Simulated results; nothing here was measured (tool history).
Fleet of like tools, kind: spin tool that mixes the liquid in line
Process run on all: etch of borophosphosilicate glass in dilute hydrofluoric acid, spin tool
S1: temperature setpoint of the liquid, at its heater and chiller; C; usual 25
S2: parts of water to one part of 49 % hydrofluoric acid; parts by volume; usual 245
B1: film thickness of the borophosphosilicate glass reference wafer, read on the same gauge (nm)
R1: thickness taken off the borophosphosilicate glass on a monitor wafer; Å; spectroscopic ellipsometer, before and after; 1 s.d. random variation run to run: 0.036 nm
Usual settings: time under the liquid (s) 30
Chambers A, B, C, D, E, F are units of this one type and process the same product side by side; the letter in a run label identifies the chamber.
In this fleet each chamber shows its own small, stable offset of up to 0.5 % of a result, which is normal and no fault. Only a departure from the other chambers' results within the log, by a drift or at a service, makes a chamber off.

run 1B day=0.217 | S1=25 S2=245 time_under_the_liquid_(s)=30 | B1=49.997 | R1=52.096
run 2E day=0.538 | S1=25 S2=245 time_under_the_liquid_(s)=30 | B1=50.017 | R1=52.37
run 3D day=0.742 | S1=25 S2=245 time_under_the_liquid_(s)=30 | B1=49.977 | R1=51.806
run 4C day=0.971 | S1=25 S2=245 time_under_the_liquid_(s)=30 | B1=49.99 | R1=51.469
run 5A day=1.262 | S1=28 S2=360 time_under_the_liquid_(s)=30 | B1=49.977 | R1=34.542
run 6F day=1.546 | S1=28 S2=360 time_under_the_liquid_(s)=30 | B1=50.005 | R1=34.851
run 7C day=1.908 | S1=28 S2=360 time_under_the_liquid_(s)=30 | B1=50.021 | R1=34.9
run 8B day=2.167 | S1=28 S2=360 time_under_the_liquid_(s)=30 | B1=49.986 | R1=34.841
run 9F day=2.529 | S1=28 S2=360 time_under_the_liquid_(s)=30 | B1=49.987 | R1=34.607
run 10A day=2.958 | S1=28 S2=360 time_under_the_liquid_(s)=30 | B1=49.989 | R1=35.091
run 11E day=3.179 | S1=27 S2=310 time_under_the_liquid_(s)=30 | B1=50.031 | R1=41.415
run 12D day=3.388 | S1=27 S2=310 time_under_the_liquid_(s)=30 | B1=49.983 | R1=40.836
run 13B day=3.758 | S1=27 S2=310 time_under_the_liquid_(s)=30 | B1=49.98 | R1=41.598
run 14C day=4.025 | S1=27 S2=310 time_under_the_liquid_(s)=30 | B1=50.013 | R1=41.232
run 15A day=4.35 | S1=27 S2=310 time_under_the_liquid_(s)=30 | B1=49.989 | R1=41.672
run 16F day=4.567 | S1=27 S2=310 time_under_the_liquid_(s)=30 | B1=49.99 | R1=41.137
run 17E day=4.975 | S1=25 S2=245 time_under_the_liquid_(s)=30 | B1=49.96 | R1=52.064
run 18D day=5.325 | S1=25 S2=245 time_under_the_liquid_(s)=30 | B1=50.002 | R1=52.27
run 19C day=5.604 | S1=25 S2=245 time_under_the_liquid_(s)=30 | B1=50.015 | R1=51.961
run 20F day=5.879 | S1=25 S2=245 time_under_the_liquid_(s)=30 | B1=50.009 | R1=51.821
-- day=6.075 chamber B: thermometer replaced
run 21D day=6.3 | S1=25 S2=245 time_under_the_liquid_(s)=30 | B1=50.01 | R1=52.19
run 22B day=6.667 | S1=25 S2=355 time_under_the_liquid_(s)=15 | B1=50.007 | R1=16.152
run 23A day=7.054 | S1=25 S2=355 time_under_the_liquid_(s)=15 | B1=49.972 | R1=16.041
run 24E day=7.283 | S1=25 S2=355 time_under_the_liquid_(s)=15 | B1=50.004 | R1=16.347
run 25F day=7.654 | S1=25 S2=355 time_under_the_liquid_(s)=15 | B1=49.999 | R1=16.192
run 26D day=7.854 | S1=25 S2=355 time_under_the_liquid_(s)=15 | B1=49.986 | R1=16.01
run 27A day=8.142 | S1=25 S2=355 time_under_the_liquid_(s)=15 | B1=50.022 | R1=16.108
run 28C day=8.442 | S1=25 S2=295 time_under_the_liquid_(s)=30 | B1=49.987 | R1=41.065
run 29B day=8.867 | S1=25 S2=295 time_under_the_liquid_(s)=30 | B1=50.025 | R1=41.176
run 30E day=9.242 | S1=25 S2=295 time_under_the_liquid_(s)=30 | B1=50.029 | R1=41.34
run 31B day=9.442 | S1=25 S2=295 time_under_the_liquid_(s)=30 | B1=50.009 | R1=41.293
run 32D day=9.754 | S1=25 S2=295 time_under_the_liquid_(s)=30 | B1=50.015 | R1=40.799
run 33E day=10.171 | S1=25 S2=295 time_under_the_liquid_(s)=30 | B1=49.984 | R1=41.229
run 34F day=10.554 | S1=23 S2=310 time_under_the_liquid_(s)=30 | B1=49.993 | R1=35.805
run 35A day=10.967 | S1=23 S2=310 time_under_the_liquid_(s)=30 | B1=50.001 | R1=36.378
run 36C day=11.2 | S1=23 S2=310 time_under_the_liquid_(s)=30 | B1=50.018 | R1=35.698
run 37D day=11.517 | S1=23 S2=310 time_under_the_liquid_(s)=30 | B1=49.967 | R1=35.558
run 38E day=11.788 | S1=23 S2=310 time_under_the_liquid_(s)=30 | B1=50.002 | R1=35.932
run 39F day=12.133 | S1=23 S2=310 time_under_the_liquid_(s)=30 | B1=50.005 | R1=35.738
run 40B day=12.567 | S1=25 S2=245 time_under_the_liquid_(s)=30 | B1=50.021 | R1=51.794
run 41C day=12.762 | S1=27.5 S2=245 time_under_the_liquid_(s)=40 | B1=50.029 | R1=74.519
run 42A day=13.158 | S1=27.5 S2=245 time_under_the_liquid_(s)=40 | B1=49.982 | R1=76.298
run 43D day=13.583 | S1=27.5 S2=245 time_under_the_liquid_(s)=40 | B1=49.979 | R1=75.659
run 44C day=13.804 | S1=27.5 S2=245 time_under_the_liquid_(s)=40 | B1=49.972 | R1=75.29

Next, every chamber runs the same settings. What will each give?
run 45A day=14.117 | S1=25 S2=245 time_under_the_liquid_(s)=30 | R1=?
run 45B day=14.117 | S1=25 S2=245 time_under_the_liquid_(s)=30 | R1=?
run 45C day=14.117 | S1=25 S2=245 time_under_the_liquid_(s)=30 | R1=?
run 45D day=14.117 | S1=25 S2=245 time_under_the_liquid_(s)=30 | R1=?
run 45E day=14.117 | S1=25 S2=245 time_under_the_liquid_(s)=30 | R1=?
run 45F day=14.117 | S1=25 S2=245 time_under_the_liquid_(s)=30 | R1=?

run=45A R1=52.051
run=45B R1=52.469
run=45C R1=51.962
run=45D R1=52.35
run=45E R1=52.587
run=45F R1=51.515
